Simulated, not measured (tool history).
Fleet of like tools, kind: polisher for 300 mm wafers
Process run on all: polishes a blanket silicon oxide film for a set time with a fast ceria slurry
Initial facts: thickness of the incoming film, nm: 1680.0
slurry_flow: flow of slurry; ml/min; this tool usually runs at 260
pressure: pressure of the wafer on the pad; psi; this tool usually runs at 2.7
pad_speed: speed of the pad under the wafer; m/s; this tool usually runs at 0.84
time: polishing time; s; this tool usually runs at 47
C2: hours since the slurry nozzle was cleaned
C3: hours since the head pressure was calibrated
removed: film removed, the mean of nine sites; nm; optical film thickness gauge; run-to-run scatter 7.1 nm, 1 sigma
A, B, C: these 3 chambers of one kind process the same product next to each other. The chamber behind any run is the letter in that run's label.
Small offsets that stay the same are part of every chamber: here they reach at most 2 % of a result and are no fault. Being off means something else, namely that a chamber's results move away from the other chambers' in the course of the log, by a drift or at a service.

-- day=0.138 chamber A: worn pad replaced by a new one
run 1B day=0.238 | slurry_flow=260 pressure=2.7 pad_speed=0.84 time=47 | wafers_polished_on_this_pad=778 C2=333.4 C3=325.1 | removed=549.22
-- day=0.304 chamber B: slurry nozzle cleaned
run 2A day=0.525 | slurry_flow=260 pressure=2.7 pad_speed=0.84 time=47 | wafers_polished_on_this_pad=109 C2=320.8 C3=1063.5 | removed=544.19
run 3C day=0.767 | slurry_flow=260 pressure=2.7 pad_speed=0.84 time=47 | wafers_polished_on_this_pad=497 C2=247.8 C3=369.2 | removed=538.99
-- day=0.946 chamber B: worn pad replaced by a new one
run 4B day=0.979 | slurry_flow=260 pressure=2.7 pad_speed=0.84 time=47 | wafers_polished_on_this_pad=10 C2=16.3 C3=342.9 | removed=545.15
run 5C day=1.146 | slurry_flow=260 pressure=2.7 pad_speed=0.84 time=47 | wafers_polished_on_this_pad=604 C2=256.9 C3=378.3 | removed=543.83
run 6A day=1.404 | slurry_flow=260 pressure=2.7 pad_speed=0.84 time=47 | wafers_polished_on_this_pad=359 C2=341.9 C3=1084.6 | removed=544.35
run 7A day=1.625 | slurry_flow=260 pressure=2.7 pad_speed=0.84 time=47 | wafers_polished_on_this_pad=421 C2=347.2 C3=1089.9 | removed=549.80
run 8B day=1.854 | slurry_flow=260 pressure=2.7 pad_speed=0.84 time=47 | wafers_polished_on_this_pad=258 C2=37.3 C3=363.9 | removed=549.09
-- day=2.012 chamber C: worn pad replaced by a new one
run 9C day=2.029 | slurry_flow=260 pressure=2.7 pad_speed=0.84 time=47 | wafers_polished_on_this_pad=5 C2=278.1 C3=399.5 | removed=538.51
run 10B day=2.204 | slurry_flow=260 pressure=2.7 pad_speed=0.84 time=47 | wafers_polished_on_this_pad=357 C2=45.7 C3=372.3 | removed=545.83
run 11C day=2.346 | slurry_flow=260 pressure=2.7 pad_speed=0.84 time=47 | wafers_polished_on_this_pad=95 C2=285.7 C3=407.1 | removed=546.35
run 12A day=2.488 | slurry_flow=260 pressure=2.7 pad_speed=0.84 time=47 | wafers_polished_on_this_pad=665 C2=367.9 C3=1110.6 | removed=540.11
run 13C day=2.779 | slurry_flow=260 pressure=2.7 pad_speed=0.84 time=47 | wafers_polished_on_this_pad=217 C2=296.1 C3=417.5 | removed=532.24
run 14A day=2.954 | slurry_flow=260 pressure=2.7 pad_speed=0.84 time=47 | wafers_polished_on_this_pad=798 C2=379.1 C3=1121.8 | removed=542.88
run 15B day=3.212 | slurry_flow=260 pressure=2.7 pad_speed=0.84 time=38 | wafers_polished_on_this_pad=643 C2=69.9 C3=396.5 | removed=445.67
run 16B day=3.438 | slurry_flow=260 pressure=2.7 pad_speed=0.84 time=38 | wafers_polished_on_this_pad=707 C2=75.3 C3=401.9 | removed=446.01
-- day=3.508 chamber A: worn pad replaced by a new one
run 17A day=3.717 | slurry_flow=260 pressure=2.7 pad_speed=0.84 time=38 | wafers_polished_on_this_pad=59 C2=397.4 C3=1140.1 | removed=451.92
run 18C day=3.942 | slurry_flow=260 pressure=2.7 pad_speed=0.84 time=47 | wafers_polished_on_this_pad=547 C2=324.0 C3=445.4 | removed=539.81
-- day=4.046 chamber B: worn pad replaced by a new one
run 19A day=4.171 | slurry_flow=260 pressure=2.7 pad_speed=0.84 time=47 | wafers_polished_on_this_pad=188 C2=408.3 C3=1151.0 | removed=542.97
-- day=4.379 chamber B: head pressure recalibrated
run 20C day=4.379 | slurry_flow=260 pressure=2.7 pad_speed=0.84 time=47 | wafers_polished_on_this_pad=671 C2=334.5 C3=455.9 | removed=531.94
run 21B day=4.512 | slurry_flow=260 pressure=2.7 pad_speed=0.84 time=47 | wafers_polished_on_this_pad=132 C2=101.1 C3=3.3 | removed=606.90
-- day=4.629 chamber C: worn pad replaced by a new one
-- day=4.704 chamber C: slurry nozzle cleaned
run 22A day=4.804 | slurry_flow=260 pressure=2.7 pad_speed=0.84 time=47 | wafers_polished_on_this_pad=368 C2=423.5 C3=1166.2 | removed=540.34
run 23B day=4.958 | slurry_flow=260 pressure=2.7 pad_speed=0.84 time=47 | wafers_polished_on_this_pad=258 C2=111.8 C3=14.0 | removed=594.57
run 24C day=5.096 | slurry_flow=260 pressure=2.7 pad_speed=0.84 time=47 | wafers_polished_on_this_pad=133 C2=9.4 C3=473.1 | removed=541.07
run 25A day=5.283 | slurry_flow=260 pressure=2.7 pad_speed=0.84 time=47 | wafers_polished_on_this_pad=503 C2=435.0 C3=1177.7 | removed=540.78
run 26C day=5.583 | slurry_flow=260 pressure=2.7 pad_speed=0.84 time=47 | wafers_polished_on_this_pad=271 C2=21.1 C3=484.8 | removed=533.29
run 27B day=5.875 | slurry_flow=260 pressure=2.7 pad_speed=0.84 time=47 | wafers_polished_on_this_pad=518 C2=133.8 C3=36.0 | removed=610.09
run 28C day=6.150 | slurry_flow=260 pressure=2.7 pad_speed=0.84 time=47 | wafers_polished_on_this_pad=432 C2=34.7 C3=498.4 | removed=530.36
run 29B day=6.288 | slurry_flow=260 pressure=2.7 pad_speed=0.84 time=47 | wafers_polished_on_this_pad=635 C2=143.7 C3=45.9 | removed=609.45
-- day=6.496 chamber A: worn pad replaced by a new one
run 30A day=6.517 | slurry_flow=260 pressure=2.7 pad_speed=0.84 time=47 | wafers_polished_on_this_pad=6 C2=464.6 C3=1207.3 | removed=540.88
-- day=6.700 chamber A: head pressure recalibrated
run 31C day=6.704 | slurry_flow=260 pressure=2.7 pad_speed=0.84 time=47 | wafers_polished_on_this_pad=589 C2=48.0 C3=511.7 | removed=539.01
run 32B day=6.879 | slurry_flow=180 pressure=3.3 pad_speed=0.84 time=47 | wafers_polished_on_this_pad=803 C2=157.9 C3=60.1 | removed=715.39
run 33A day=7.104 | slurry_flow=180 pressure=3.3 pad_speed=0.84 time=47 | wafers_polished_on_this_pad=173 C2=478.7 C3=9.7 | removed=643.85
-- day=7.200 chamber B: worn pad replaced by a new one
run 34C day=7.354 | slurry_flow=180 pressure=3.3 pad_speed=0.84 time=47 | wafers_polished_on_this_pad=773 C2=63.6 C3=527.3 | removed=618.44
run 35B day=7.600 | slurry_flow=260 pressure=2.7 pad_speed=0.84 time=47 | wafers_polished_on_this_pad=114 C2=175.2 C3=77.4 | removed=594.88
-- day=7.617 chamber C: worn pad replaced by a new one
run 36A day=7.762 | slurry_flow=260 pressure=2.7 pad_speed=0.84 time=47 | wafers_polished_on_this_pad=359 C2=494.5 C3=25.5 | removed=539.64
run 37A day=8.021 | slurry_flow=260 pressure=2.7 pad_speed=0.84 time=57 | wafers_polished_on_this_pad=433 C2=500.7 C3=31.7 | removed=662.48
run 38C day=8.296 | slurry_flow=260 pressure=2.7 pad_speed=0.84 time=57 | wafers_polished_on_this_pad=192 C2=86.2 C3=549.9 | removed=652.00
run 39B day=8.538 | slurry_flow=260 pressure=2.7 pad_speed=0.84 time=57 | wafers_polished_on_this_pad=379 C2=197.7 C3=99.9 | removed=751.42
run 40A day=8.775 | slurry_flow=335 pressure=2.3 pad_speed=0.84 time=47 | wafers_polished_on_this_pad=646 C2=518.8 C3=49.8 | removed=474.21
run 41C day=8.925 | slurry_flow=335 pressure=2.3 pad_speed=0.84 time=47 | wafers_polished_on_this_pad=370 C2=101.3 C3=565.0 | removed=462.61
run 42B day=9.154 | slurry_flow=335 pressure=2.3 pad_speed=0.84 time=47 | wafers_polished_on_this_pad=554 C2=212.5 C3=114.7 | removed=536.62
run 43A day=9.288 | slurry_flow=260 pressure=2.7 pad_speed=0.84 time=47 | wafers_polished_on_this_pad=791 C2=531.1 C3=62.1 | removed=539.07

All 3 chambers run these settings next. Forecast each chamber's results:
run 44A day=9.504 | slurry_flow=260 pressure=2.7 pad_speed=0.84 time=35 | removed=?
run 44B day=9.504 | slurry_flow=260 pressure=2.7 pad_speed=0.84 time=35 | removed=?
run 44C day=9.504 | slurry_flow=260 pressure=2.7 pad_speed=0.84 time=35 | removed=?

run=44A removed=403.75
run=44B removed=461.26
run=44C removed=411.32

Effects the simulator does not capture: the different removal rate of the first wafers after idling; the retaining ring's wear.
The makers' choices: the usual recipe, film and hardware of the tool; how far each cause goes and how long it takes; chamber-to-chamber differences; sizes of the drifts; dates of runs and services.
